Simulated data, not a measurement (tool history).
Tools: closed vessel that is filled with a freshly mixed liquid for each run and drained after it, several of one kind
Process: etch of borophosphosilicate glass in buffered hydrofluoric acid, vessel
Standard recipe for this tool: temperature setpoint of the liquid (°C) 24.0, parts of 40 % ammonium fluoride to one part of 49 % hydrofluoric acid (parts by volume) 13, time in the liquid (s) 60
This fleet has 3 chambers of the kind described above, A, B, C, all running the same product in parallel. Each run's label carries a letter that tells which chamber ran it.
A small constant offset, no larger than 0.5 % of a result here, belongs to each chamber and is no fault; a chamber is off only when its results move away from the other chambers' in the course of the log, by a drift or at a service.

run,hour,temperature setpoint of the liquid (°C),parts of 40 % ammonium fluoride to one part of 49 % hydrofluoric acid (parts by volume),time in the liquid (s),hours since the thermometer was replaced,hours since the hydrofluoric acid flow meter was replaced,"read-back film thickness of the borophosphosilicate glass reference wafer, read on the same gauge (nm)",thickness taken off the borophosphosilicate glass on a monitor wafer (angstrom)
1A,8.4,24.0,13,60,422.6,764.9,130.00,944.90
2C,16.4,24.0,13,60,435.5,1692.0,130.01,937.71
3B,26.1,24.0,13,60,719.5,252.7,130.02,942.40
4C,37.0,24.0,13,60,456.1,1712.6,129.98,932.88
5B,46.1,24.0,13,60,739.5,272.7,129.99,945.83
6A,55.9,21.0,13,75,470.1,812.4,130.01,1005.10
7C,64.0,21.0,13,75,483.1,1739.6,129.99,1008.80
8B,71.4,21.0,13,75,764.8,298.0,130.02,993.98
9A,79.1,24.0,13,60,493.3,835.6,130.00,933.75
10A,87.8,24.0,13,60,502.0,844.3,129.98,931.10
11B,95.0,27.0,13,40,788.4,321.6,130.03,734.30
12C,105.8,27.0,13,40,524.9,1781.4,130.02,739.40
13B,114.6,27.0,13,40,808.0,341.2,130.00,739.57
14C,124.9,21.5,13,90,544.0,1800.5,130.00,1228.10
15A,134.3,21.5,13,90,548.5,890.8,129.99,1214.40
16A,141.3,21.5,13,90,555.5,897.8,130.00,1209.80
17B,147.7,24.0,9,60,841.1,374.3,129.99,1294.60
18C,155.1,24.0,9,60,574.2,1830.7,129.99,1313.90
19A,161.1,24.0,9,60,575.3,917.6,129.98,1290.60
20C,169.2,24.0,13,60,588.3,1844.8,129.98,930.52
21B,175.3,24.0,13,60,868.7,401.9,130.02,933.15
22B,185.3,24.0,13,60,878.7,411.9,129.99,939.83
23C,194.4,24.0,13,60,613.5,1870.0,130.00,935.85
24A,205.0,24.0,13,60,619.2,961.5,130.00,904.39
25A,213.9,24.0,13,60,628.1,970.4,130.01,899.88
26B,219.6,24.0,13,60,913.0,446.2,130.01,939.49
27C,227.4,24.0,13,60,646.5,1903.0,129.95,952.26
28C,237.0,24.0,13,60,656.1,1912.6,130.01,934.77
29B,246.0,24.0,13,60,939.4,472.6,130.03,946.21
30A,253.4,24.0,11,60,667.6,1009.9,130.01,1045.40
31C,261.0,24.0,11,60,680.1,1936.6,130.00,1110.70
32A,267.4,24.0,11,60,681.6,1023.9,130.01,1059.30
33B,275.8,24.0,13,60,969.2,502.4,130.00,939.00
# hour 277.0: chamber C: thermometer replaced
34B,283.7,24.0,13,60,977.1,510.3,130.00,931.15
35A,291.3,24.0,13,60,705.5,1047.8,130.01,883.71
36C,299.1,24.0,13,60,22.2,1974.7,129.98,952.84
37A,307.9,24.0,13,60,722.1,1064.4,130.00,867.34

Each of the 3 chambers runs these same settings next. Fill in every chamber's results:
38A,315.7,27.5,13,60,,,,?
38B,315.7,27.5,13,60,,,,?
38C,315.7,27.5,13,60,,,,?

run,thickness taken off the borophosphosilicate glass on a monitor wafer (angstrom)
38A,1053.10
38B,1124.30
38C,1120.00

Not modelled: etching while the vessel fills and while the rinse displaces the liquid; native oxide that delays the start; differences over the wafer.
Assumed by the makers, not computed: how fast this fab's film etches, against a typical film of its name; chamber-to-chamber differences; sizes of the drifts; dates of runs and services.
